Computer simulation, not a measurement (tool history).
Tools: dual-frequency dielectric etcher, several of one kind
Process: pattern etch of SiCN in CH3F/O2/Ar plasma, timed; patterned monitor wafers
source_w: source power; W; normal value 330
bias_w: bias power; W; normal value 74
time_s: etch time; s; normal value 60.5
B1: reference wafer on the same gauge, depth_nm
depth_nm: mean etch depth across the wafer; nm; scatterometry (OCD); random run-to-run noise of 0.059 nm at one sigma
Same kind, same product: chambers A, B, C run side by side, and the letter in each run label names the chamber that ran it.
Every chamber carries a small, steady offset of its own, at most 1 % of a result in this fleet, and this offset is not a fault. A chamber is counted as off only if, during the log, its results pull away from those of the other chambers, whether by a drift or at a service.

Run 1C, hour 13.8: usual settings; B1 18.701. Result: depth_nm 21.285 nm.
Run 2B, hour 28: usual settings; B1 18.696. Result: depth_nm 21.195 nm.
Run 3A, hour 39.8: usual settings; B1 18.703. Result: depth_nm 21.267 nm.
Run 4C, hour 51.1: usual settings; B1 18.697. Result: depth_nm 21.199 nm.
Run 5A, hour 63.4: usual settings; B1 18.702. Result: depth_nm 21.268 nm.
Run 6B, hour 74.9: usual settings; B1 18.696. Result: depth_nm 21.347 nm.
At hour 82.6: chamber C: wet clean of the chamber.
Run 7A, hour 84.6: usual settings but bias_w 57 W; B1 18.696. Result: depth_nm 19.297 nm.
Run 8C, hour 91.2: usual settings but bias_w 57 W; B1 18.704. Result: depth_nm 19.23 nm.
Run 9B, hour 103.1: usual settings but bias_w 57 W; B1 18.693. Result: depth_nm 19.481 nm.
Run 10A, hour 112.3: usual settings; B1 18.699. Result: depth_nm 21.241 nm.
At hour 116.9: chamber B: wet clean of the chamber.
Run 11C, hour 124.3: usual settings; B1 18.695. Result: depth_nm 21.211 nm.
Run 12B, hour 138.6: usual settings but source_w 280 W, bias_w 84 W; B1 18.712. Result: depth_nm 21.456 nm.
Run 13C, hour 150.9: usual settings but source_w 280 W, bias_w 84 W; B1 18.69. Result: depth_nm 20.834 nm.
Run 14B, hour 161.3: usual settings but source_w 280 W, bias_w 84 W; B1 18.688. Result: depth_nm 21.433 nm.
Run 15A, hour 170.1: usual settings; B1 18.7. Result: depth_nm 21.305 nm.
At hour 181.3: chamber A: wet clean of the chamber.
Run 16C, hour 183.5: usual settings; B1 18.702. Result: depth_nm 21.122 nm.
Run 17B, hour 194.5: usual settings but source_w 360 W; B1 18.706. Result: depth_nm 22.465 nm.
Run 18A, hour 202: usual settings but source_w 360 W; B1 18.708. Result: depth_nm 22.014 nm.
Run 19A, hour 212.7: usual settings but source_w 360 W; B1 18.692. Result: depth_nm 22.076 nm.
Run 20B, hour 220: usual settings; B1 18.692. Result: depth_nm 21.798 nm.
Run 21C, hour 232.9: usual settings; B1 18.693. Result: depth_nm 21.201 nm.
Run 22A, hour 245.4: usual settings but source_w 300 W; B1 18.688. Result: depth_nm 20.519 nm.
Run 23B, hour 257.8: usual settings but source_w 300 W; B1 18.704. Result: depth_nm 20.989 nm.
Run 24C, hour 266.3: usual settings but source_w 300 W; B1 18.705. Result: depth_nm 20.4 nm.
Run 25C, hour 280.5: usual settings; B1 18.699. Result: depth_nm 21.203 nm.
Run 26A, hour 291.9: usual settings; B1 18.702. Result: depth_nm 21.326 nm.
Run 27B, hour 303.8: usual settings; B1 18.701. Result: depth_nm 21.937 nm.
Run 28C, hour 312.2: usual settings; B1 18.706. Result: depth_nm 21.124 nm.
Run 29A, hour 320: usual settings but source_w 390 W, bias_w 64 W; B1 18.703. Result: depth_nm 21.535 nm.
Run 30B, hour 330.8: usual settings but source_w 390 W, bias_w 64 W; B1 18.699. Result: depth_nm 22.095 nm.
Run 31B, hour 345.2: usual settings but source_w 390 W, bias_w 64 W; B1 18.694. Result: depth_nm 22.049 nm.
Run 32A, hour 358.4: usual settings but source_w 390 W, time_s 44.5 s; B1 18.687. Result: depth_nm 16.76 nm.
Run 33C, hour 368.2: usual settings but source_w 390 W, time_s 44.5 s; B1 18.709. Result: depth_nm 16.543 nm.

Predict what each chamber gives when all 3 of them run the settings below next.
Run 34A, hour 378.9: usual settings. Result: depth_nm ?.
Run 34B, hour 378.9: usual settings. Result: depth_nm ?.
Run 34C, hour 378.9: usual settings. Result: depth_nm ?.

run  depth_nm
34A    21.261
34B    21.876
34C    21.114
